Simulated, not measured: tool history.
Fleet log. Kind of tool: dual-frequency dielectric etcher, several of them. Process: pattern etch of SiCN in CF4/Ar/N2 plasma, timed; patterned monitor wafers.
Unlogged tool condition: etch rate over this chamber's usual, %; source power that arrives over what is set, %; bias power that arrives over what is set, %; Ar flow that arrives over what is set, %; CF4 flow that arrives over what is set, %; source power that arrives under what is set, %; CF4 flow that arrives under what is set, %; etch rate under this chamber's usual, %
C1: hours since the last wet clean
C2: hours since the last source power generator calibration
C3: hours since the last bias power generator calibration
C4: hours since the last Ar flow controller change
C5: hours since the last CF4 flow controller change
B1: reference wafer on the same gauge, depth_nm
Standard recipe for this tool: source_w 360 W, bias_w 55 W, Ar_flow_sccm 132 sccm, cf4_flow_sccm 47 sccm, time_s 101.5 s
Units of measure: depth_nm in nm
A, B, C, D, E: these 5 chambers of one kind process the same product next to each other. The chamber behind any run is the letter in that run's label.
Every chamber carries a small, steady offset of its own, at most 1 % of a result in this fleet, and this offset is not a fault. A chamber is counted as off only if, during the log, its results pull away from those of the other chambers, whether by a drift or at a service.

-- day=0.188 chamber D: CF4 flow controller replaced
run 1B day=0.283 | source_w=360 bias_w=55 Ar_flow_sccm=132 cf4_flow_sccm=47 time_s=101.5 | C1=285.5 C2=4256.9 C3=1680 C4=1379.5 C5=1501.6 | B1=56.983 | depth_nm=58.576
run 2E day=0.579 | source_w=360 bias_w=55 Ar_flow_sccm=132 cf4_flow_sccm=47 time_s=101.5 | C1=342.6 C2=606.6 C3=944 C4=2480.1 C5=1579.8 | B1=56.959 | depth_nm=58.592
run 3C day=0.933 | source_w=360 bias_w=55 Ar_flow_sccm=132 cf4_flow_sccm=47 time_s=101.5 | C1=419.7 C2=2000.4 C3=1700.1 C4=546.2 C5=1139 | B1=56.977 | depth_nm=57.869
run 4D day=1.296 | source_w=360 bias_w=55 Ar_flow_sccm=132 cf4_flow_sccm=47 time_s=101.5 | C1=364.2 C2=376.8 C3=354.1 C4=3225 C5=26.7 | B1=57.043 | depth_nm=57.795
run 5A day=1.7 | source_w=360 bias_w=55 Ar_flow_sccm=132 cf4_flow_sccm=47 time_s=101.5 | C1=343.8 C2=2425.7 C3=1695.8 C4=3318.6 C5=1399.5 | B1=56.95 | depth_nm=57.979
run 6A day=2.229 | source_w=360 bias_w=55 Ar_flow_sccm=132 cf4_flow_sccm=47 time_s=101.5 | C1=356.5 C2=2438.4 C3=1708.5 C4=3331.3 C5=1412.2 | B1=57.003 | depth_nm=57.848
run 7D day=2.525 | source_w=360 bias_w=55 Ar_flow_sccm=132 cf4_flow_sccm=47 time_s=101.5 | C1=393.7 C2=406.3 C3=383.6 C4=3254.5 C5=56.2 | B1=57.023 | depth_nm=57.841
run 8C day=2.883 | source_w=360 bias_w=55 Ar_flow_sccm=132 cf4_flow_sccm=47 time_s=101.5 | C1=466.5 C2=2047.2 C3=1746.9 C4=593 C5=1185.8 | B1=56.994 | depth_nm=58.33
-- day=2.992 chamber A: wet clean of the chamber
run 9E day=3.242 | source_w=360 bias_w=55 Ar_flow_sccm=132 cf4_flow_sccm=47 time_s=101.5 | C1=406.5 C2=670.5 C3=1007.9 C4=2544 C5=1643.7 | B1=56.986 | depth_nm=58.359
run 10B day=3.567 | source_w=360 bias_w=55 Ar_flow_sccm=132 cf4_flow_sccm=47 time_s=101.5 | C1=364.3 C2=4335.7 C3=1758.8 C4=1458.3 C5=1580.4 | B1=56.931 | depth_nm=59.019
run 11A day=4.075 | source_w=360 bias_w=55 Ar_flow_sccm=132 cf4_flow_sccm=56 time_s=101.5 | C1=26.1 C2=2482.7 C3=1752.8 C4=3375.6 C5=1456.5 | B1=56.975 | depth_nm=59.586
-- day=4.55 chamber D: wet clean of the chamber
run 12E day=4.604 | source_w=360 bias_w=55 Ar_flow_sccm=132 cf4_flow_sccm=56 time_s=101.5 | C1=439.2 C2=703.2 C3=1040.6 C4=2576.7 C5=1676.4 | B1=57.004 | depth_nm=60.453
-- day=4.992 chamber E: wet clean of the chamber
run 13B day=5.062 | source_w=360 bias_w=55 Ar_flow_sccm=132 cf4_flow_sccm=56 time_s=101.5 | C1=400.2 C2=4371.6 C3=1794.7 C4=1494.2 C5=1616.3 | B1=57.022 | depth_nm=60.311
-- day=5.079 chamber C: wet clean of the chamber
run 14D day=5.533 | source_w=360 bias_w=55 Ar_flow_sccm=132 cf4_flow_sccm=56 time_s=101.5 | C1=23.6 C2=478.5 C3=455.8 C4=3326.7 C5=128.4 | B1=56.969 | depth_nm=59.922
-- day=5.933 chamber D: Ar flow controller replaced
run 15C day=5.933 | source_w=360 bias_w=55 Ar_flow_sccm=132 cf4_flow_sccm=56 time_s=101.5 | C1=20.5 C2=2120.4 C3=1820.1 C4=666.2 C5=1259 | B1=56.996 | depth_nm=63.259
run 16D day=6.242 | source_w=360 bias_w=55 Ar_flow_sccm=132 cf4_flow_sccm=47 time_s=101.5 | C1=40.6 C2=495.5 C3=472.8 C4=7.4 C5=145.4 | B1=56.988 | depth_nm=58.075
run 17E day=6.708 | source_w=360 bias_w=55 Ar_flow_sccm=132 cf4_flow_sccm=47 time_s=101.5 | C1=41.2 C2=753.7 C3=1091.1 C4=2627.2 C5=1726.9 | B1=57.022 | depth_nm=57.998
run 18A day=7.079 | source_w=360 bias_w=55 Ar_flow_sccm=132 cf4_flow_sccm=47 time_s=101.5 | C1=98.2 C2=2554.8 C3=1824.9 C4=3447.7 C5=1528.6 | B1=56.974 | depth_nm=57.834
run 19C day=7.392 | source_w=360 bias_w=55 Ar_flow_sccm=132 cf4_flow_sccm=47 time_s=101.5 | C1=55.5 C2=2155.4 C3=1855.1 C4=701.2 C5=1294 | B1=56.954 | depth_nm=61.939
run 20B day=7.896 | source_w=360 bias_w=55 Ar_flow_sccm=132 cf4_flow_sccm=47 time_s=101.5 | C1=468.2 C2=4439.6 C3=1862.7 C4=1562.2 C5=1684.3 | B1=57.001 | depth_nm=58.263
run 21A day=8.238 | source_w=400 bias_w=55 Ar_flow_sccm=132 cf4_flow_sccm=58 time_s=101.5 | C1=126 C2=2582.6 C3=1852.7 C4=3475.5 C5=1556.4 | B1=56.933 | depth_nm=66.255
run 22C day=8.521 | source_w=400 bias_w=55 Ar_flow_sccm=132 cf4_flow_sccm=58 time_s=101.5 | C1=82.6 C2=2182.5 C3=1882.2 C4=728.3 C5=1321.1 | B1=57.01 | depth_nm=69.759
run 23B day=8.946 | source_w=400 bias_w=55 Ar_flow_sccm=132 cf4_flow_sccm=58 time_s=101.5 | C1=493.4 C2=4464.8 C3=1887.9 C4=1587.4 C5=1709.5 | B1=56.979 | depth_nm=67.173
run 24E day=9.308 | source_w=400 bias_w=55 Ar_flow_sccm=132 cf4_flow_sccm=58 time_s=101.5 | C1=103.6 C2=816.1 C3=1153.5 C4=2689.6 C5=1789.3 | B1=57.018 | depth_nm=67.572
run 25D day=9.696 | source_w=400 bias_w=55 Ar_flow_sccm=132 cf4_flow_sccm=58 time_s=101.5 | C1=123.5 C2=578.4 C3=555.7 C4=90.3 C5=228.3 | B1=57.014 | depth_nm=66.459
run 26C day=10.033 | source_w=360 bias_w=55 Ar_flow_sccm=132 cf4_flow_sccm=47 time_s=101.5 | C1=118.9 C2=2218.8 C3=1918.5 C4=764.6 C5=1357.4 | B1=57.004 | depth_nm=61.373
run 27A day=10.321 | source_w=360 bias_w=55 Ar_flow_sccm=132 cf4_flow_sccm=47 time_s=101.5 | C1=176 C2=2632.6 C3=1902.7 C4=3525.5 C5=1606.4 | B1=57.028 | depth_nm=58.071
run 28D day=10.85 | source_w=360 bias_w=55 Ar_flow_sccm=132 cf4_flow_sccm=47 time_s=101.5 | C1=151.2 C2=606.1 C3=583.4 C4=118 C5=256 | B1=57.038 | depth_nm=57.648
run 29B day=11.346 | source_w=320 bias_w=55 Ar_flow_sccm=132 cf4_flow_sccm=47 time_s=101.5 | C1=551 C2=4522.4 C3=1945.5 C4=1645 C5=1767.1 | B1=57.015 | depth_nm=52.693
run 30E day=11.712 | source_w=320 bias_w=55 Ar_flow_sccm=132 cf4_flow_sccm=47 time_s=101.5 | C1=161.3 C2=873.8 C3=1211.2 C4=2747.3 C5=1847 | B1=56.973 | depth_nm=53.076
run 31E day=12.104 | source_w=320 bias_w=55 Ar_flow_sccm=132 cf4_flow_sccm=47 time_s=101.5 | C1=170.7 C2=883.2 C3=1220.6 C4=2756.7 C5=1856.4 | B1=56.986 | depth_nm=53.112
run 32C day=12.596 | source_w=320 bias_w=55 Ar_flow_sccm=132 cf4_flow_sccm=47 time_s=101.5 | C1=180.4 C2=2280.3 C3=1980 C4=826.1 C5=1418.9 | B1=56.945 | depth_nm=55.775
run 33D day=13.079 | source_w=320 bias_w=55 Ar_flow_sccm=132 cf4_flow_sccm=47 time_s=101.5 | C1=204.7 C2=659.6 C3=636.9 C4=171.5 C5=309.5 | B1=57.004 | depth_nm=52.249
run 34A day=13.346 | source_w=360 bias_w=55 Ar_flow_sccm=132 cf4_flow_sccm=47 time_s=101.5 | C1=248.6 C2=2705.2 C3=1975.3 C4=3598.1 C5=1679 | B1=57.029 | depth_nm=58.055
-- day=13.675 chamber A: source power generator calibrated
-- day=13.7 chamber A: bias power generator calibrated
run 35B day=13.7 | source_w=360 bias_w=55 Ar_flow_sccm=132 cf4_flow_sccm=47 time_s=101.5 | C1=607.5 C2=4578.9 C3=2002 C4=1701.5 C5=1823.6 | B1=57.012 | depth_nm=58.382
run 36B day=14.167 | source_w=360 bias_w=55 Ar_flow_sccm=132 cf4_flow_sccm=47 time_s=101.5 | C1=618.7 C2=4590.1 C3=2013.2 C4=1712.7 C5=1834.8 | B1=56.96 | depth_nm=58.147
run 37C day=14.538 | source_w=360 bias_w=55 Ar_flow_sccm=132 cf4_flow_sccm=47 time_s=101.5 | C1=227 C2=2326.9 C3=2026.6 C4=872.7 C5=1465.5 | B1=57.01 | depth_nm=60.98
run 38A day=14.875 | source_w=360 bias_w=55 Ar_flow_sccm=132 cf4_flow_sccm=47 time_s=101.5 | C1=285.3 C2=28.8 C3=28.3 C4=3634.8 C5=1715.7 | B1=57.016 | depth_nm=58.02
run 39E day=15.2 | source_w=360 bias_w=55 Ar_flow_sccm=132 cf4_flow_sccm=47 time_s=101.5 | C1=245 C2=957.5 C3=1294.9 C4=2831 C5=1930.7 | B1=56.975 | depth_nm=58.676

What goes on in this fleet: one chamber off, a drifting gauge, or nothing beyond the chambers' own small offsets? Name the chamber and the cause, if any.

Chamber C came out of a service off from its peers and stayed that way.
Cause: etch rate over this chamber's usual, % = 5.3.

Chamber C could run next with any of the 4 candidate recipes listed below; each alters the usual settings, and their results appear as question marks. Which one brings its results back in line with what the other chambers deliver on the usual settings?
In line means no further than this from the other chambers' mean on the usual settings: depth_nm 0.94 nm
run 40C-1 day=15.579 | source_w=360 bias_w=56 Ar_flow_sccm=131 cf4_flow_sccm=47 time_s=106.5 | depth_nm=?
run 40C-2 day=15.579 | source_w=360 bias_w=55 Ar_flow_sccm=132 cf4_flow_sccm=47 time_s=99.5 | depth_nm=?
run 40C-3 day=15.579 | source_w=340 bias_w=55 Ar_flow_sccm=132 cf4_flow_sccm=46 time_s=101.5 | depth_nm=?
run 40C-4 day=15.579 | source_w=360 bias_w=55 Ar_flow_sccm=132 cf4_flow_sccm=47 time_s=103.5 | depth_nm=?

Mean of the other chambers on the usual settings: depth_nm 58.192 nm
run=40C-1 depth_nm=65.13
run=40C-2 depth_nm=60.355
run=40C-3 depth_nm=58.379
run=40C-4 depth_nm=62.781
40C-3 is the one that brings the chamber's results back in line with the other chambers.

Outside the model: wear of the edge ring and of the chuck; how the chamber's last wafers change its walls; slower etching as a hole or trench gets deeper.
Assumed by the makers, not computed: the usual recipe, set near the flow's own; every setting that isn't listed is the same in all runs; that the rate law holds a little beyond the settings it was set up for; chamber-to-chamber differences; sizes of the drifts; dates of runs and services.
